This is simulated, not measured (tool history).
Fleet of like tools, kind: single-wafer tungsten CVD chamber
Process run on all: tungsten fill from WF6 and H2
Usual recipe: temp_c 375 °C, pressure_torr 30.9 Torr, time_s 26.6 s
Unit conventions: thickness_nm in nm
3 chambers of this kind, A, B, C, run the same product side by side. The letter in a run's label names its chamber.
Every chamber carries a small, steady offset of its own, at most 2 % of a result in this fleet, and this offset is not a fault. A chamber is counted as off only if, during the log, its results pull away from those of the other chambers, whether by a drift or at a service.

run	day	temp_c	pressure_torr	time_s	hours since the last thermocouple change	hours since the last manometer calibration	read-back reference wafer on the same gauge, thickness_nm	thickness_nm
1B	0.371	375	30.9	26.6	287.5	283.6	41.487	47.149
2A	0.750	375	30.9	26.6	206.2	70.3	41.481	47.959
3C	1.125	375	30.9	26.6	1862.4	620.8	41.474	48.048
4B	1.329	375	30.9	26.6	310.5	306.6	41.456	47.057
# day 1.429: chamber C: thermocouple changed; heater temperature recalibrated
5C	1.638	375	30.9	26.6	5.0	633.1	41.447	47.927
6A	1.917	375	30.9	26.6	234.2	98.3	41.446	47.948
7B	2.312	375	30.9	26.6	334.1	330.2	41.436	47.104
8C	2.650	375	30.9	26.6	29.3	657.4	41.425	47.919
9A	3.025	375	35.9	26.6	260.8	124.9	41.405	51.362
10B	3.317	375	35.9	26.6	358.2	354.3	41.407	50.453
11A	3.583	375	35.9	26.6	274.2	138.3	41.393	51.385
12C	3.858	375	30.9	26.6	58.3	686.4	41.400	47.855
13A	4.179	375	30.9	26.6	288.5	152.6	41.385	47.899
14B	4.392	375	30.9	26.6	384.0	380.1	41.379	46.997
15C	4.717	375	30.9	26.6	78.9	707.0	41.370	47.885
16B	5.100	375	30.9	26.6	401.0	397.1	41.352	47.058
17C	5.446	375	30.9	26.6	96.4	724.5	41.355	47.889
18A	5.838	375	30.9	26.6	328.3	192.4	41.342	47.853
19B	6.242	375	30.9	26.6	428.4	424.5	41.318	46.935
20C	6.471	375	30.9	26.6	121.0	749.1	41.314	47.735
21A	6.717	375	30.9	26.6	349.4	213.5	41.300	47.812

Each of the 3 chambers runs these same settings next. Fill in every chamber's results:
22A	7.012	375	30.9	26.6				?
22B	7.012	375	30.9	26.6				?
22C	7.012	375	30.9	26.6				?

run	thickness_nm
22A	47.810
22B	46.968
22C	47.829
